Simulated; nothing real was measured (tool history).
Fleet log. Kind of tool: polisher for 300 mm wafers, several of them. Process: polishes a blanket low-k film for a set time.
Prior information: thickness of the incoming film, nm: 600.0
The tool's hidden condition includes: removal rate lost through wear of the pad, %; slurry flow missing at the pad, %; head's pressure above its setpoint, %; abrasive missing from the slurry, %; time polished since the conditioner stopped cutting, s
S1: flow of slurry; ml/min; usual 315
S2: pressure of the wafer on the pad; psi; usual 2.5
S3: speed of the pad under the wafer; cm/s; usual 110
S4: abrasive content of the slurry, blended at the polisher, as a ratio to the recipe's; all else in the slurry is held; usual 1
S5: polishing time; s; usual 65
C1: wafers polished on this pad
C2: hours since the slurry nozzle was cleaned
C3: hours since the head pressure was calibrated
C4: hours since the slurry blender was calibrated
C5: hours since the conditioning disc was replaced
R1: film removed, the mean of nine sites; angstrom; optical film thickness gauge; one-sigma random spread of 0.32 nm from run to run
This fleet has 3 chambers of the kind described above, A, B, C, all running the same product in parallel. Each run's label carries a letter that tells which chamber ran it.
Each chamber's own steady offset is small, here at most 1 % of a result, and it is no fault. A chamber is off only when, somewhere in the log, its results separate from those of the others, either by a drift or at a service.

{"hour": 5.3, "done": "chamber A: conditioning disc replaced and pad reconditioned"}
{"run": "1C", "hour": 6.9, "S1": 315, "S2": 2.5, "S3": 110, "S4": 1, "S5": 65, "C1": 121, "C2": 353.3, "C3": 104.7, "C4": 144.5, "C5": 77.3, "R1": 395.81}
{"run": "2B", "hour": 14.4, "S1": 315, "S2": 2.5, "S3": 110, "S4": 1, "S5": 65, "C1": 814, "C2": 330.5, "C3": 623.1, "C4": 62.4, "C5": 110.4, "R1": 400.05}
{"run": "3A", "hour": 26.8, "S1": 315, "S2": 2.5, "S3": 110, "S4": 1, "S5": 65, "C1": 487, "C2": 441.5, "C3": 331.1, "C4": 45.0, "C5": 21.6, "R1": 396.1}
{"run": "4B", "hour": 37.2, "S1": 315, "S2": 2.5, "S3": 110, "S4": 1, "S5": 65, "C1": 1092, "C2": 353.3, "C3": 645.9, "C4": 85.2, "C5": 133.2, "R1": 401.96}
{"run": "5A", "hour": 45.0, "S1": 380, "S2": 2.5, "S3": 88, "S4": 1, "S5": 65, "C1": 709, "C2": 459.7, "C3": 349.3, "C4": 63.2, "C5": 39.8, "R1": 337.29}
{"hour": 51.1, "done": "chamber A: slurry nozzle cleaned"}
{"run": "6C", "hour": 52.0, "S1": 380, "S2": 2.5, "S3": 88, "S4": 1, "S5": 65, "C1": 672, "C2": 398.4, "C3": 149.8, "C4": 189.6, "C5": 122.4, "R1": 335.38}
{"hour": 57.2, "done": "chamber B: conditioning disc replaced and pad reconditioned"}
{"run": "7B", "hour": 63.7, "S1": 380, "S2": 2.5, "S3": 88, "S4": 1, "S5": 65, "C1": 1416, "C2": 379.8, "C3": 672.4, "C4": 111.7, "C5": 6.5, "R1": 335.05}
{"run": "8A", "hour": 72.6, "S1": 315, "S2": 2.5, "S3": 110, "S4": 1, "S5": 65, "C1": 1046, "C2": 21.6, "C3": 376.9, "C4": 90.8, "C5": 67.4, "R1": 400.19}
{"hour": 75.9, "done": "chamber C: worn pad replaced by a new one"}
{"run": "9C", "hour": 81.3, "S1": 315, "S2": 2.5, "S3": 110, "S4": 1, "S5": 65, "C1": 66, "C2": 427.7, "C3": 179.1, "C4": 218.9, "C5": 151.7, "R1": 395.1}
{"hour": 82.1, "done": "chamber C: slurry blender recalibrated"}
{"run": "10A", "hour": 90.9, "S1": 315, "S2": 2.5, "S3": 110, "S4": 1, "S5": 65, "C1": 1270, "C2": 39.9, "C3": 395.2, "C4": 109.1, "C5": 85.7, "R1": 397.93}
{"run": "11C", "hour": 96.8, "S1": 315, "S2": 2.5, "S3": 110, "S4": 1, "S5": 65, "C1": 255, "C2": 443.2, "C3": 194.6, "C4": 14.8, "C5": 167.2, "R1": 394.09}
{"hour": 101.9, "done": "chamber A: worn pad replaced by a new one"}
{"run": "12B", "hour": 102.8, "S1": 315, "S2": 2.5, "S3": 110, "S4": 1, "S5": 65, "C1": 1894, "C2": 418.9, "C3": 711.5, "C4": 150.8, "C5": 45.6, "R1": 401.84}
{"run": "13B", "hour": 109.6, "S1": 315, "S2": 2.5, "S3": 96, "S4": 1, "S5": 65, "C1": 1977, "C2": 425.7, "C3": 718.3, "C4": 157.6, "C5": 52.4, "R1": 353.87}
{"run": "14C", "hour": 115.5, "S1": 315, "S2": 2.5, "S3": 96, "S4": 1, "S5": 65, "C1": 484, "C2": 461.9, "C3": 213.3, "C4": 33.5, "C5": 185.9, "R1": 352.71}
{"run": "15A", "hour": 125.8, "S1": 315, "S2": 2.5, "S3": 96, "S4": 1, "S5": 65, "C1": 292, "C2": 74.8, "C3": 430.1, "C4": 144.0, "C5": 120.6, "R1": 362.17}
{"run": "16C", "hour": 132.6, "S1": 315, "S2": 2.5, "S3": 110, "S4": 1, "S5": 65, "C1": 693, "C2": 479.0, "C3": 230.4, "C4": 50.6, "C5": 203.0, "R1": 398.62}
{"hour": 136.4, "done": "chamber B: slurry blender recalibrated"}
{"run": "17B", "hour": 144.1, "S1": 315, "S2": 2.5, "S3": 78, "S4": 1, "S5": 65, "C1": 2398, "C2": 460.2, "C3": 752.8, "C4": 7.7, "C5": 86.9, "R1": 299.74}
{"hour": 150.6, "done": "chamber C: worn pad replaced by a new one"}
{"hour": 153.7, "done": "chamber A: conditioning disc replaced and pad reconditioned"}
{"run": "18A", "hour": 154.8, "S1": 315, "S2": 2.5, "S3": 78, "S4": 1, "S5": 65, "C1": 646, "C2": 103.8, "C3": 459.1, "C4": 173.0, "C5": 1.1, "R1": 304.36}
{"run": "19A", "hour": 163.3, "S1": 315, "S2": 2.5, "S3": 78, "S4": 1, "S5": 65, "C1": 750, "C2": 112.3, "C3": 467.6, "C4": 181.5, "C5": 9.6, "R1": 307.62}
{"run": "20B", "hour": 172.2, "S1": 315, "S2": 2.5, "S3": 110, "S4": 1, "S5": 65, "C1": 2742, "C2": 488.3, "C3": 780.9, "C4": 35.8, "C5": 115.0, "R1": 390.36}
{"run": "21C", "hour": 182.6, "S1": 315, "S2": 2.5, "S3": 110, "S4": 1, "S5": 65, "C1": 391, "C2": 529.0, "C3": 280.4, "C4": 100.6, "C5": 253.0, "R1": 393.15}
{"run": "22C", "hour": 194.6, "S1": 315, "S2": 2.5, "S3": 110, "S4": 1, "S5": 65, "C1": 538, "C2": 541.0, "C3": 292.4, "C4": 112.6, "C5": 265.0, "R1": 392.88}
{"hour": 201.9, "done": "chamber B: conditioning disc replaced and pad reconditioned"}
{"hour": 204.5, "done": "chamber C: conditioning disc replaced and pad reconditioned"}
{"run": "23B", "hour": 207.4, "S1": 315, "S2": 2.5, "S3": 110, "S4": 1, "S5": 65, "C1": 3172, "C2": 523.5, "C3": 816.1, "C4": 71.0, "C5": 5.6, "R1": 387.27}
{"run": "24A", "hour": 218.5, "S1": 315, "S2": 2.5, "S3": 110, "S4": 1, "S5": 65, "C1": 1425, "C2": 167.5, "C3": 522.8, "C4": 236.7, "C5": 64.8, "R1": 402.0}
{"hour": 222.3, "done": "chamber A: worn pad replaced by a new one"}
{"run": "25B", "hour": 226.1, "S1": 315, "S2": 2.5, "S3": 110, "S4": 1, "S5": 65, "C1": 3400, "C2": 542.2, "C3": 834.8, "C4": 89.7, "C5": 24.3, "R1": 391.26}
{"hour": 229.8, "done": "chamber C: worn pad replaced by a new one"}
{"run": "26A", "hour": 239.0, "S1": 315, "S2": 2.5, "S3": 110, "S4": 1, "S5": 65, "C1": 204, "C2": 188.0, "C3": 543.3, "C4": 257.2, "C5": 85.3, "R1": 397.66}
{"run": "27C", "hour": 248.3, "S1": 220, "S2": 2.2, "S3": 110, "S4": 1, "S5": 65, "C1": 226, "C2": 594.7, "C3": 346.1, "C4": 166.3, "C5": 43.9, "R1": 335.8}
{"run": "28B", "hour": 259.8, "S1": 220, "S2": 2.2, "S3": 110, "S4": 1, "S5": 65, "C1": 3812, "C2": 575.9, "C3": 868.5, "C4": 123.4, "C5": 58.0, "R1": 325.44}
{"hour": 265.8, "done": "chamber C: slurry blender recalibrated"}
{"run": "29A", "hour": 266.3, "S1": 220, "S2": 2.2, "S3": 110, "S4": 1, "S5": 65, "C1": 538, "C2": 215.3, "C3": 570.6, "C4": 284.5, "C5": 112.6, "R1": 340.25}
{"run": "30C", "hour": 272.2, "S1": 315, "S2": 2.5, "S3": 110, "S4": 1, "S5": 65, "C1": 518, "C2": 618.6, "C3": 370.0, "C4": 6.5, "C5": 67.8, "R1": 393.02}
{"run": "31A", "hour": 281.3, "S1": 315, "S2": 2.5, "S3": 110, "S4": 1, "S5": 65, "C1": 721, "C2": 230.3, "C3": 585.6, "C4": 299.5, "C5": 127.6, "R1": 393.0}
{"run": "32B", "hour": 291.6, "S1": 315, "S2": 2.5, "S3": 110, "S4": 1, "S5": 65, "C1": 4200, "C2": 607.7, "C3": 900.3, "C4": 155.2, "C5": 89.8, "R1": 384.48}
{"run": "33C", "hour": 297.5, "S1": 315, "S2": 2.5, "S3": 110, "S4": 1, "S5": 49, "C1": 827, "C2": 643.9, "C3": 395.3, "C4": 31.8, "C5": 93.1, "R1": 301.17}
{"hour": 306.2, "done": "chamber C: worn pad replaced by a new one"}
{"run": "34A", "hour": 306.3, "S1": 315, "S2": 2.5, "S3": 110, "S4": 1, "S5": 49, "C1": 1026, "C2": 255.3, "C3": 610.6, "C4": 324.5, "C5": 152.6, "R1": 301.26}
{"run": "35B", "hour": 312.0, "S1": 315, "S2": 2.5, "S3": 110, "S4": 1, "S5": 49, "C1": 4450, "C2": 628.1, "C3": 920.7, "C4": 175.6, "C5": 110.2, "R1": 287.36}
{"hour": 313.0, "done": "chamber A: worn pad replaced by a new one"}
{"hour": 318.3, "done": "chamber A: conditioning disc replaced and pad reconditioned"}
{"run": "36C", "hour": 323.3, "S1": 315, "S2": 2.5, "S3": 110, "S4": 1, "S5": 65, "C1": 208, "C2": 669.7, "C3": 421.1, "C4": 57.6, "C5": 118.9, "R1": 392.52}
{"run": "37C", "hour": 330.9, "S1": 315, "S2": 2.5, "S3": 110, "S4": 1, "S5": 72, "C1": 301, "C2": 677.3, "C3": 428.7, "C4": 65.2, "C5": 126.5, "R1": 442.83}
{"run": "38A", "hour": 344.3, "S1": 315, "S2": 2.5, "S3": 110, "S4": 1, "S5": 72, "C1": 382, "C2": 293.3, "C3": 648.6, "C4": 362.5, "C5": 26.0, "R1": 443.04}
{"hour": 349.1, "done": "chamber C: slurry nozzle cleaned"}
{"hour": 351.8, "done": "chamber B: conditioning disc replaced and pad reconditioned"}
{"run": "39B", "hour": 356.2, "S1": 315, "S2": 2.5, "S3": 110, "S4": 1, "S5": 72, "C1": 4990, "C2": 672.3, "C3": 964.9, "C4": 219.8, "C5": 4.5, "R1": 415.82}
{"run": "40C", "hour": 364.7, "S1": 315, "S2": 2.5, "S3": 110, "S4": 1, "S5": 65, "C1": 714, "C2": 15.7, "C3": 462.5, "C4": 99.0, "C5": 160.3, "R1": 393.51}
{"run": "41A", "hour": 372.5, "S1": 315, "S2": 2.5, "S3": 110, "S4": 1, "S5": 65, "C1": 727, "C2": 321.5, "C3": 676.8, "C4": 390.7, "C5": 54.2, "R1": 402.89}

Read the log: is a single chamber off, either drifting away or since a service, is the gauge that measures every chamber drifting, or is nothing wrong beyond small per-chamber offsets? Name any odd chamber and what most likely caused it.

Little by little, chamber B moves away from the other chambers.
Likeliest cause: removal rate lost through wear of the pad, % = 6.48.
It could be hard to tell apart here from: slurry flow missing at the pad, %; head's pressure below its setpoint, %.

Below are 4 candidate recipes for chamber B's next run, each the usual settings with a change, their results shown as question marks. Which of them brings B's results back in line with what the other chambers give on the usual settings?
Counts as in line when no further than this from what the other chambers average on the usual settings: R1 11.00 angstrom
{"run": "42B-1", "hour": 382.1, "S1": 315, "S2": 2.5, "S3": 110, "S4": 1, "S5": 61, "R1": "?"}
{"run": "42B-2", "hour": 382.1, "S1": 315, "S2": 2.5, "S3": 114, "S4": 1, "S5": 67, "R1": "?"}
{"run": "42B-3", "hour": 382.1, "S1": 315, "S2": 2.5, "S3": 96, "S4": 1, "S5": 65, "R1": "?"}
{"run": "42B-4", "hour": 382.1, "S1": 315, "S2": 2.5, "S3": 116, "S4": 1, "S5": 70, "R1": "?"}

Mean of the other chambers on the usual settings: R1 396.89 angstrom
run=42B-1 R1=346.94
run=42B-2 R1=392.28
run=42B-3 R1=330.97
run=42B-4 R1=415.67
The answer is 42B-2, which returns the chamber to within the allowed miss of the others.
